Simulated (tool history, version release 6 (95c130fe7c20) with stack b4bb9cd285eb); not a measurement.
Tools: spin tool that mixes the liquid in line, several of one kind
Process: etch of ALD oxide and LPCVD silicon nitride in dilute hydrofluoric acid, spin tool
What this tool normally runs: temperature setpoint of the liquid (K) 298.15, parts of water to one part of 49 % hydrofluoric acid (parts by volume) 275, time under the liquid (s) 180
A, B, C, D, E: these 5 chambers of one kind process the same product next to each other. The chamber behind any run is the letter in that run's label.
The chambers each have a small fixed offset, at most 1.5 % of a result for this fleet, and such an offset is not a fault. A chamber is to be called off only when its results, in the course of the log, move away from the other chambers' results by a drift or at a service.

run	day	temperature setpoint of the liquid (K)	parts of water to one part of 49 % hydrofluoric acid (parts by volume)	time under the liquid (s)	read-back film thickness of the ALD oxide reference wafer, read on the same gauge (nm)	read-back film thickness of the LPCVD silicon nitride reference wafer, read on the same gauge (nm)	thickness taken off the ALD oxide on a monitor wafer (nm)	thickness taken off the LPCVD silicon nitride on a monitor wafer (nm)
1B	0.212	298.15	275	180	119.96	130.03	12.9260	0.33911
2C	0.462	298.15	275	180	119.99	130.03	12.9280	0.34312
3E	0.704	298.15	275	180	120.01	129.99	13.0790	0.36714
4D	0.929	298.15	275	180	120.01	130.04	13.0800	0.38156
5A	1.212	298.15	275	180	120.00	129.99	12.8140	0.36071
6D	1.467	298.15	275	180	119.99	129.98	12.9590	0.35848
7B	1.775	298.15	275	180	119.99	130.01	12.7700	0.33927
8E	1.979	298.15	275	180	119.96	130.00	13.0210	0.32130
9A	2.271	298.15	275	180	119.94	130.01	12.7730	0.34094
10C	2.421	298.15	275	180	119.97	130.01	12.7920	0.38028
11B	2.704	298.15	275	180	120.00	129.99	13.0340	0.33994
12A	2.996	298.15	275	180	120.00	130.02	12.8340	0.36364
13D	3.142	298.15	275	180	120.02	130.04	13.0250	0.36709
14E	3.333	298.15	275	180	120.01	130.00	13.0170	0.33425
15C	3.583	298.15	275	180	120.02	130.01	12.7710	0.32057
16B	3.896	298.15	275	180	119.98	129.99	12.8430	0.37743
17D	4.117	298.15	275	180	120.00	130.01	13.0780	0.32397
18A	4.417	298.15	275	180	119.99	129.98	12.8400	0.36895
19E	4.604	298.15	275	180	120.02	129.98	12.9270	0.35719
20C	4.825	298.15	275	180	120.06	130.02	12.7580	0.30379
# day 4.858: chamber A: thermometer replaced
21D	5.029	298.15	385	180	120.00	130.00	8.3811	0.25871
22C	5.292	298.15	385	180	120.01	130.00	8.2272	0.20915
23B	5.462	298.15	385	180	119.95	130.01	8.1352	0.22022
24A	5.742	298.15	385	180	119.99	130.00	8.1536	0.25395
25E	5.971	298.15	385	180	120.02	130.00	8.3784	0.22645
26D	6.208	298.15	275	180	119.99	130.02	12.9780	0.34856
27B	6.362	298.15	195	100	120.02	129.98	10.5720	0.24566
28A	6.554	298.15	195	100	120.01	130.01	10.9090	0.29871
29C	6.717	298.15	195	100	120.00	130.02	10.7380	0.25115
30E	6.896	298.15	195	100	119.98	130.00	10.9730	0.26260
31B	7.183	298.15	195	100	120.01	129.96	10.5250	0.24112
32E	7.354	298.15	275	180	119.98	129.99	12.9170	0.31843
33C	7.525	298.15	275	180	120.03	130.02	12.8000	0.37891
34A	7.708	298.15	335	180	120.01	129.99	9.7892	0.28845
35D	8.000	298.15	335	180	119.96	130.01	10.0220	0.31296
36B	8.200	298.15	335	180	120.03	129.98	9.4582	0.27578
37D	8.425	298.15	335	180	119.99	129.98	10.1130	0.26812
38E	8.583	298.15	335	180	120.04	129.97	10.1420	0.29245
39A	8.821	298.15	275	180	119.98	130.02	12.9530	0.31998
40C	9.104	298.15	275	180	119.96	130.01	12.9070	0.32857
41B	9.412	298.15	275	180	120.01	129.99	11.8550	0.36875

Read the log: is a single chamber off, either drifting away or since a service, is the gauge that measures every chamber drifting, or is nothing wrong beyond small per-chamber offsets? Name any odd chamber and what most likely caused it.

It is chamber B that slowly wanders off from its peers.
Most likely cause: hydrofluoric acid flow below the setpoint (%) = 6.02.

Which of the 4 candidates below, each the usual settings with something changed and its results left as question marks, puts chamber B back in line with what the other chambers give on the usual settings?
Maximum distance from the other chambers' mean on the usual settings for a result to count as in line: thickness taken off the ALD oxide on a monitor wafer (nm) 0.3300; thickness taken off the LPCVD silicon nitride on a monitor wafer (nm) 0.09500
42B-1	9.646	298.15	265	185			?	?
42B-2	9.646	298.15	285	175			?	?
42B-3	9.646	298.15	290	170			?	?
42B-4	9.646	298.15	260	190			?	?

Other chambers, usual settings, mean: thickness taken off the ALD oxide on a monitor wafer (nm) 12.9040; thickness taken off the LPCVD silicon nitride on a monitor wafer (nm) 0.33628
run	thickness taken off the ALD oxide on a monitor wafer (nm)	thickness taken off the LPCVD silicon nitride on a monitor wafer (nm)
42B-1	12.8750	0.32260
42B-2	11.1000	0.28408
42B-3	10.5440	0.27128
42B-4	13.5470	0.33759
42B-1 puts the chamber back in line with the other chambers.
